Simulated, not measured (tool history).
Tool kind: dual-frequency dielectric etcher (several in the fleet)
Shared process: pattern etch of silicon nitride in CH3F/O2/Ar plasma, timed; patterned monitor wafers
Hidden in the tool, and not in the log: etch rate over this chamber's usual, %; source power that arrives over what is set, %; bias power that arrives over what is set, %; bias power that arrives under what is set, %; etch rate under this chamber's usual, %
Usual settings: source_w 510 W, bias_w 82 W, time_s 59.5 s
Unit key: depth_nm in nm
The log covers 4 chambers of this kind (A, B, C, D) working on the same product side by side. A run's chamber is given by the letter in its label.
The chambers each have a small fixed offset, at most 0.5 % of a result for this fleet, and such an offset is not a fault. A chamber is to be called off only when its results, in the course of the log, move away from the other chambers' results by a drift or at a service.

run	hour	source_w	bias_w	time_s	hours since the last wet clean	hours since the last source power generator calibration	hours since the last bias power generator calibration	read-back reference wafer on the same gauge, depth_nm	depth_nm
1C	8.5	510	82	59.5	300.2	695.1	2888.8	48.379	47.814
2B	15.6	510	82	59.5	354.2	2744.6	276.1	48.374	47.514
3A	23.4	510	82	59.5	410.2	858.7	1480.6	48.34	47.638
4D	28.5	510	82	59.5	127.6	1286.2	3642	48.346	47.722
5D	35.8	510	82	59.5	134.9	1293.5	3649.3	48.37	47.436
6B	43.5	510	82	59.5	382.1	2772.5	304	48.351	47.441
7C	49.4	510	82	59.5	341.1	736	2929.7	48.313	47.789
8A	59.7	510	82	59.5	446.5	895	1516.9	48.322	47.632
# hour 69.5: chamber C: wet clean of the chamber
9A	71.1	510	82	59.5	457.9	906.4	1528.3	48.325	47.587
10B	81.7	510	82	59.5	420.3	2810.7	342.2	48.293	47.383
11D	91.5	580	82	67.5	190.6	1349.2	3705	48.282	56.717
12C	98.4	580	82	67.5	29	785	2978.7	48.287	56.923
13C	104.3	580	82	67.5	34.9	790.9	2984.6	48.298	56.899
14A	114.3	580	82	67.5	501.1	949.6	1571.5	48.268	56.83
15B	124.2	510	82	59.5	462.8	2853.2	384.7	48.264	47.315
16D	134.3	510	82	59.5	233.4	1392	3747.8	48.234	47.57
17D	145.6	510	82	59.5	244.7	1403.3	3759.1	48.242	47.406
# hour 148.3: chamber C: bias power generator calibrated
18B	155	510	82	59.5	493.6	2884	415.5	48.206	47.442
19A	160.5	510	82	59.5	547.3	995.8	1617.7	48.216	47.695
# hour 160.6: chamber A: wet clean of the chamber
20C	167.8	510	82	59.5	98.4	854.4	19.6	48.195	47.65
21B	176.2	510	82	59.5	514.8	2905.2	436.7	48.197	47.298
22A	182.9	510	82	59.5	22.4	1018.2	1640.1	48.179	47.529
23C	194.5	510	82	59.5	125.1	881.1	46.3	48.176	47.566
24D	205.1	510	82	59.5	304.2	1462.8	3818.6	48.161	47.335
25B	211.7	510	82	59.5	550.3	2940.7	472.2	48.129	47.23
26C	222.2	510	82	59.5	152.8	908.8	74	48.167	47.667
27A	233.2	510	82	59.5	72.7	1068.5	1690.4	48.127	47.392
# hour 235.8: chamber B: wet clean of the chamber
28D	240.9	510	82	59.5	340	1498.6	3854.4	48.098	47.337
29B	249.2	510	82	59.5	13.4	2978.2	509.7	48.137	47.177
30C	256.8	510	82	59.5	187.4	943.4	108.6	48.085	47.585
31D	262.1	510	82	59.5	361.2	1519.8	3875.6	48.091	47.448
32A	271.7	510	82	59.5	111.2	1107	1728.9	48.087	47.548
33A	280.6	510	82	59.5	120.1	1115.9	1737.8	48.074	47.317
34D	291.6	510	82	59.5	390.7	1549.3	3905.1	48.064	47.167

Read the log: is a single chamber off, either drifting away or since a service, is the gauge that measures every chamber drifting, or is nothing wrong beyond small per-chamber offsets? Name any odd chamber and what most likely caused it.

The shared gauge is drifting. All chambers look as if they move in step, but none is off.
Most likely cause: gauge reads low (%) = 0.711.
